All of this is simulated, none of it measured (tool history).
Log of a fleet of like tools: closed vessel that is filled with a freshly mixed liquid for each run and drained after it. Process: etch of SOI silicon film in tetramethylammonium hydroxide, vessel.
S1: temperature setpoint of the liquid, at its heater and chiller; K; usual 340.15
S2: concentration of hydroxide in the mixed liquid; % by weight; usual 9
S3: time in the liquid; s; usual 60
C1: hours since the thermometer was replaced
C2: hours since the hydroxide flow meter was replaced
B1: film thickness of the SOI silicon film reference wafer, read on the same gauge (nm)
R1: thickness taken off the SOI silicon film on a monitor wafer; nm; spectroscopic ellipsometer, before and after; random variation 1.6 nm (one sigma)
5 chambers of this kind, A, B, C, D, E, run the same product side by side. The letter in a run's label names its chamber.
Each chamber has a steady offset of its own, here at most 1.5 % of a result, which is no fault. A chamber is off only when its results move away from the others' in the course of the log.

run 1C hour=6.3 | S1=340.15 S2=9 S3=60 | C1=1501.5 C2=369.1 | B1=79.975 | R1=385.26
run 2A hour=15.6 | S1=340.15 S2=9 S3=60 | C1=500 C2=208.4 | B1=80.037 | R1=383.33
run 3B hour=21 | S1=340.15 S2=9 S3=60 | C1=290.4 C2=970.7 | B1=80.023 | R1=386.33
run 4D hour=30 | S1=340.15 S2=9 S3=60 | C1=162.8 C2=472.5 | B1=79.982 | R1=382.74
run 5E hour=38.4 | S1=340.15 S2=9 S3=60 | C1=1752.9 C2=1841.6 | B1=80.035 | R1=386.49
run 6D hour=46.1 | S1=340.15 S2=9 S3=60 | C1=178.9 C2=488.6 | B1=80.021 | R1=383.5
run 7A hour=53.4 | S1=340.15 S2=9 S3=60 | C1=537.8 C2=246.2 | B1=79.976 | R1=382.54
run 8B hour=58.5 | S1=340.15 S2=9 S3=60 | C1=327.9 C2=1008.2 | B1=80.04 | R1=384.32
run 9E hour=64.5 | S1=340.15 S2=9 S3=70 | C1=1779 C2=1867.7 | B1=80.009 | R1=449.54
run 10C hour=73.6 | S1=340.15 S2=9 S3=70 | C1=1568.8 C2=436.4 | B1=80.015 | R1=449.7
run 11B hour=82.4 | S1=340.15 S2=9 S3=70 | C1=351.8 C2=1032.1 | B1=79.978 | R1=447.4
run 12C hour=88.2 | S1=340.15 S2=9 S3=70 | C1=1583.4 C2=451 | B1=79.995 | R1=454.55
run 13A hour=94.4 | S1=340.15 S2=9 S3=70 | C1=578.8 C2=287.2 | B1=80.028 | R1=442.93
run 14E hour=100 | S1=333.65 S2=9 S3=45 | C1=1814.5 C2=1903.2 | B1=79.999 | R1=194.48
run 15D hour=108.1 | S1=333.65 S2=9 S3=45 | C1=240.9 C2=550.6 | B1=80.031 | R1=193.88
run 16B hour=115.7 | S1=333.65 S2=9 S3=45 | C1=385.1 C2=1065.4 | B1=80.001 | R1=192.58
run 17A hour=123.8 | S1=333.65 S2=9 S3=45 | C1=608.2 C2=316.6 | B1=80.003 | R1=194.71
run 18E hour=132 | S1=333.65 S2=9 S3=45 | C1=1846.5 C2=1935.2 | B1=79.955 | R1=194.84
run 19C hour=137.4 | S1=340.15 S2=9 S3=60 | C1=1632.6 C2=500.2 | B1=79.97 | R1=386.44
run 20D hour=145.6 | S1=340.15 S2=9 S3=60 | C1=278.4 C2=588.1 | B1=79.961 | R1=379.3
run 21E hour=153 | S1=340.15 S2=9 S3=60 | C1=1867.5 C2=1956.2 | B1=80.025 | R1=385
run 22D hour=161.3 | S1=340.15 S2=9 S3=60 | C1=294.1 C2=603.8 | B1=80.019 | R1=382.26
run 23B hour=169.5 | S1=340.15 S2=9 S3=60 | C1=438.9 C2=1119.2 | B1=80.014 | R1=384.11
run 24A hour=175.4 | S1=340.15 S2=9 S3=60 | C1=659.8 C2=368.2 | B1=80.05 | R1=381.64
-- hour=180.2 chamber D: hydroxide flow meter replaced
run 25C hour=180.7 | S1=340.15 S2=10.5 S3=60 | C1=1675.9 C2=543.5 | B1=79.979 | R1=365.01
run 26A hour=187.8 | S1=340.15 S2=10.5 S3=60 | C1=672.2 C2=380.6 | B1=80.033 | R1=362.37
run 27E hour=195.3 | S1=340.15 S2=10.5 S3=60 | C1=1909.8 C2=1998.5 | B1=80.006 | R1=364.66
run 28C hour=204.2 | S1=340.15 S2=10.5 S3=60 | C1=1699.4 C2=567 | B1=80.011 | R1=364.69
run 29B hour=212.6 | S1=340.15 S2=10.5 S3=60 | C1=482 C2=1162.3 | B1=80.035 | R1=363.09
run 30D hour=220.9 | S1=340.15 S2=9 S3=60 | C1=353.7 C2=40.8 | B1=79.988 | R1=381.81
run 31B hour=225.4 | S1=340.15 S2=9 S3=60 | C1=494.8 C2=1175.1 | B1=80.03 | R1=384.87

What goes on in this fleet: one chamber off, a drifting gauge, or nothing beyond the chambers' own small offsets? Name the chamber and the cause, if any.

No chamber stands off beyond its own small offset, and the gauge holds steady.
